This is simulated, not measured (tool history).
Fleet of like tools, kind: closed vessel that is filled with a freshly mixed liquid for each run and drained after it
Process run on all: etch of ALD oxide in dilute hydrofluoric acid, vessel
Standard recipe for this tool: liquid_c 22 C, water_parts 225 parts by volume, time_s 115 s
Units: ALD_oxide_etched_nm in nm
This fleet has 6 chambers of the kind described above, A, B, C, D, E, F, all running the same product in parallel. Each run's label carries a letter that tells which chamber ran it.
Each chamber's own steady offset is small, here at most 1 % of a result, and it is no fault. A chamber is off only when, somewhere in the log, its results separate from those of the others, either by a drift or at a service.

| run | hour | liquid_c | water_parts | time_s | read-back film thickness of the ALD oxide reference wafer, read on the same gauge (nm) | ALD_oxide_etched_nm |
|---|---|---|---|---|---|---|
| 1D | 8.6 | 22 | 225 | 115 | 60.013 | 13.57 |
| 2A | 17.2 | 22 | 225 | 115 | 60.011 | 13.647 |
| 3F | 22.7 | 22 | 225 | 115 | 60.002 | 13.47 |
| 4B | 28.3 | 22 | 225 | 115 | 59.986 | 13.515 |
|  | 31.8 | chamber A: hydrofluoric acid flow meter replaced |
| 5C | 36.1 | 22 | 225 | 115 | 60.034 | 13.438 |
| 6E | 42 | 22 | 225 | 115 | 59.986 | 13.592 |
| 7F | 51.5 | 22 | 225 | 115 | 60.007 | 13.486 |
| 8B | 59.8 | 22 | 225 | 150 | 59.979 | 17.304 |
| 9C | 67.5 | 22 | 225 | 150 | 60.027 | 17.557 |
| 10E | 76.8 | 22 | 225 | 150 | 60.003 | 17.84 |
| 11A | 84.1 | 22 | 225 | 150 | 60.019 | 17.768 |
| 12D | 89.9 | 22 | 225 | 150 | 59.979 | 17.611 |
| 13E | 99.2 | 22 | 225 | 150 | 59.98 | 17.771 |
| 14B | 107.3 | 22 | 225 | 115 | 60.005 | 13.206 |
| 15C | 112.4 | 22 | 225 | 115 | 59.992 | 13.513 |
| 16F | 117.6 | 22 | 225 | 115 | 59.976 | 13.399 |
| 17A | 126.6 | 18 | 280 | 115 | 60.028 | 8.8055 |
| 18D | 135.5 | 18 | 280 | 115 | 60.006 | 8.8775 |
| 19A | 141.3 | 18 | 280 | 115 | 60.001 | 8.8658 |
| 20C | 147.4 | 18 | 280 | 115 | 60.027 | 8.6601 |
|  | 151.7 | chamber F: thermometer replaced |
| 21B | 154.6 | 18 | 280 | 115 | 60.012 | 8.8223 |
| 22F | 160.6 | 18 | 280 | 115 | 59.988 | 8.8379 |
| 23D | 165.5 | 22 | 225 | 115 | 59.985 | 13.273 |
| 24E | 169.8 | 22 | 155 | 115 | 59.998 | 21.255 |
| 25C | 175.1 | 22 | 155 | 115 | 60.014 | 20.289 |
| 26D | 181.9 | 22 | 155 | 115 | 59.98 | 21.226 |
| 27A | 191.1 | 22 | 155 | 115 | 59.994 | 21.036 |
| 28E | 196.1 | 22 | 155 | 115 | 60.008 | 21.121 |
| 29F | 204.9 | 22 | 155 | 115 | 59.988 | 21.414 |
| 30B | 209.4 | 22 | 225 | 115 | 60.001 | 13.494 |
| 31B | 215.1 | 22 | 225 | 115 | 59.983 | 13.651 |
| 32C | 222.4 | 22 | 225 | 115 | 60.023 | 12.811 |
| 33E | 230.1 | 22 | 225 | 115 | 60.018 | 13.521 |
| 34F | 239 | 22 | 225 | 115 | 59.975 | 13.609 |
| 35D | 248 | 26.5 | 225 | 115 | 59.998 | 15.668 |
| 36A | 257.6 | 26.5 | 225 | 115 | 60.011 | 15.876 |
|  | 260.6 | chamber F: hydrofluoric acid flow meter replaced |
| 37A | 265.6 | 26.5 | 225 | 115 | 60.005 | 15.939 |
| 38B | 272.6 | 26.5 | 225 | 115 | 59.973 | 15.726 |
| 39F | 280.5 | 26.5 | 225 | 115 | 60.043 | 15.836 |
| 40C | 287.7 | 26.5 | 225 | 115 | 59.964 | 14.724 |
| 41E | 294.2 | 22 | 225 | 115 | 60.004 | 13.708 |
| 42D | 300.8 | 22 | 225 | 115 | 59.99 | 13.438 |

The same settings go to every chamber for the next run, one line per chamber below. Forecast the results for each:
| 43A | 307.8 | 22 | 225 | 140 |  | ? |
| 43B | 307.8 | 22 | 225 | 140 |  | ? |
| 43C | 307.8 | 22 | 225 | 140 |  | ? |
| 43D | 307.8 | 22 | 225 | 140 |  | ? |
| 43E | 307.8 | 22 | 225 | 140 |  | ? |
| 43F | 307.8 | 22 | 225 | 140 |  | ? |

| run | ALD_oxide_etched_nm |
|---|---|
| 43A | 16.494 |
| 43B | 16.312 |
| 43C | 15.006 |
| 43D | 16.433 |
| 43E | 16.754 |
| 43F | 16.266 |
